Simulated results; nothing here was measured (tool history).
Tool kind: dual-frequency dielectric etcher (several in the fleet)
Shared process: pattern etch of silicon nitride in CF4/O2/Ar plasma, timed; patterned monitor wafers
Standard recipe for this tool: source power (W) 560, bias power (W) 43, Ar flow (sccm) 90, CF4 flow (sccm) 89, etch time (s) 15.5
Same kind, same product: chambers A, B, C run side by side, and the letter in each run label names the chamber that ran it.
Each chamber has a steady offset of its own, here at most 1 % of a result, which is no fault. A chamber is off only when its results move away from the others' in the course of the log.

| run | hour | source power (W) | bias power (W) | Ar flow (sccm) | CF4 flow (sccm) | etch time (s) | hours since the last wet clean | hours since the last source power generator calibration | hours since the last bias power generator calibration | hours since the last Ar flow controller change | hours since the last CF4 flow controller change | read-back reference wafer on the same gauge, depth_nm | mean etch depth across the wafer (angstrom) |
|---|---|---|---|---|---|---|---|---|---|---|---|---|---|
|  | 0.3 | chamber A: wet clean of the chamber |
| 1C | 11.5 | 560 | 43 | 90 | 89 | 15.5 | 176.3 | 2073.2 | 1725.2 | 2298.4 | 1558.0 | 28.183 | 308.19 |
| 2B | 19.4 | 560 | 43 | 90 | 89 | 15.5 | 46.8 | 1966.6 | 664.7 | 5599.9 | 3720.4 | 28.248 | 309.32 |
| 3A | 29.9 | 560 | 43 | 90 | 89 | 15.5 | 29.6 | 789.3 | 2824.5 | 1057.4 | 2134.4 | 28.211 | 306.68 |
| 4A | 38.2 | 560 | 43 | 90 | 89 | 15.5 | 37.9 | 797.6 | 2832.8 | 1065.7 | 2142.7 | 28.159 | 305.99 |
| 5B | 48.6 | 560 | 43 | 90 | 89 | 15.5 | 76.0 | 1995.8 | 693.9 | 5629.1 | 3749.6 | 28.186 | 308.76 |
| 6C | 57.6 | 560 | 43 | 90 | 89 | 15.5 | 222.4 | 2119.3 | 1771.3 | 2344.5 | 1604.1 | 28.226 | 305.58 |
| 7A | 65.3 | 560 | 43 | 90 | 89 | 15.5 | 65.0 | 824.7 | 2859.9 | 1092.8 | 2169.8 | 28.172 | 306.56 |
|  | 71.6 | chamber C: bias power generator calibrated |
| 8B | 76.8 | 560 | 43 | 90 | 89 | 15.5 | 104.2 | 2024.0 | 722.1 | 5657.3 | 3777.8 | 28.230 | 312.29 |
| 9C | 83.4 | 560 | 43 | 90 | 89 | 15.5 | 248.2 | 2145.1 | 11.9 | 2370.3 | 1629.9 | 28.181 | 309.16 |
| 10A | 91.8 | 560 | 43 | 90 | 89 | 15.5 | 91.5 | 851.2 | 2886.4 | 1119.3 | 2196.3 | 28.210 | 308.93 |
| 11B | 101.1 | 560 | 43 | 90 | 89 | 15.5 | 128.5 | 2048.3 | 746.4 | 5681.6 | 3802.1 | 28.223 | 311.83 |
| 12C | 107.4 | 560 | 43 | 90 | 89 | 15.5 | 272.2 | 2169.1 | 35.9 | 2394.3 | 1653.9 | 28.223 | 308.53 |
| 13C | 119.7 | 560 | 43 | 90 | 89 | 15.5 | 284.5 | 2181.4 | 48.2 | 2406.6 | 1666.2 | 28.247 | 308.13 |
| 14B | 127.3 | 560 | 43 | 90 | 89 | 15.5 | 154.7 | 2074.5 | 772.6 | 5707.8 | 3828.3 | 28.193 | 310.20 |
| 15A | 139.6 | 560 | 43 | 90 | 89 | 15.5 | 139.3 | 899.0 | 2934.2 | 1167.1 | 2244.1 | 28.182 | 307.77 |
| 16B | 150.7 | 560 | 52 | 90 | 89 | 15.5 | 178.1 | 2097.9 | 796.0 | 5731.2 | 3851.7 | 28.189 | 332.98 |
| 17A | 160.0 | 560 | 52 | 90 | 89 | 15.5 | 159.7 | 919.4 | 2954.6 | 1187.5 | 2264.5 | 28.231 | 330.00 |
| 18C | 166.7 | 560 | 52 | 90 | 89 | 15.5 | 331.5 | 2228.4 | 95.2 | 2453.6 | 1713.2 | 28.211 | 326.52 |
| 19B | 179.1 | 560 | 43 | 90 | 89 | 15.5 | 206.5 | 2126.3 | 824.4 | 5759.6 | 3880.1 | 28.155 | 310.05 |
| 20C | 185.7 | 560 | 43 | 90 | 89 | 15.5 | 350.5 | 2247.4 | 114.2 | 2472.6 | 1732.2 | 28.204 | 307.09 |
| 21A | 195.2 | 520 | 43 | 90 | 89 | 15.5 | 194.9 | 954.6 | 2989.8 | 1222.7 | 2299.7 | 28.211 | 285.66 |
| 22C | 202.0 | 520 | 43 | 90 | 89 | 15.5 | 366.8 | 2263.7 | 130.5 | 2488.9 | 1748.5 | 28.213 | 287.84 |
| 23B | 214.4 | 520 | 43 | 90 | 89 | 15.5 | 241.8 | 2161.6 | 859.7 | 5794.9 | 3915.4 | 28.173 | 287.64 |
| 24A | 222.6 | 560 | 43 | 90 | 89 | 15.5 | 222.3 | 982.0 | 3017.2 | 1250.1 | 2327.1 | 28.176 | 310.15 |
| 25A | 233.5 | 560 | 43 | 90 | 89 | 15.5 | 233.2 | 992.9 | 3028.1 | 1261.0 | 2338.0 | 28.223 | 308.77 |
| 26B | 243.5 | 510 | 43 | 111 | 89 | 15.5 | 270.9 | 2190.7 | 888.8 | 5824.0 | 3944.5 | 28.194 | 276.14 |
|  | 253.6 | chamber C: CF4 flow controller replaced |
| 27C | 255.6 | 510 | 43 | 111 | 89 | 15.5 | 420.4 | 2317.3 | 184.1 | 2542.5 | 2.1 | 28.190 | 275.57 |
| 28B | 265.7 | 510 | 43 | 111 | 89 | 15.5 | 293.1 | 2212.9 | 911.0 | 5846.2 | 3966.7 | 28.154 | 278.31 |
| 29A | 272.0 | 560 | 43 | 90 | 89 | 15.5 | 271.7 | 1031.4 | 3066.6 | 1299.5 | 2376.5 | 28.203 | 304.54 |
| 30C | 277.8 | 560 | 43 | 90 | 89 | 15.5 | 442.6 | 2339.5 | 206.3 | 2564.7 | 24.3 | 28.179 | 305.58 |
| 31C | 289.7 | 560 | 43 | 90 | 89 | 15.5 | 454.5 | 2351.4 | 218.2 | 2576.6 | 36.2 | 28.210 | 305.57 |
| 32B | 299.9 | 560 | 43 | 90 | 89 | 15.5 | 327.3 | 2247.1 | 945.2 | 5880.4 | 4000.9 | 28.186 | 307.72 |

Decide between three cases: one chamber stands off from its peers, the gauge reading all wafers drifts, or nothing is wrong past each chamber's small offset. Where a chamber is off, say which and what most likely put it there.

Neither any chamber nor the gauge drifts; the chambers differ only by their own small, steady offsets.
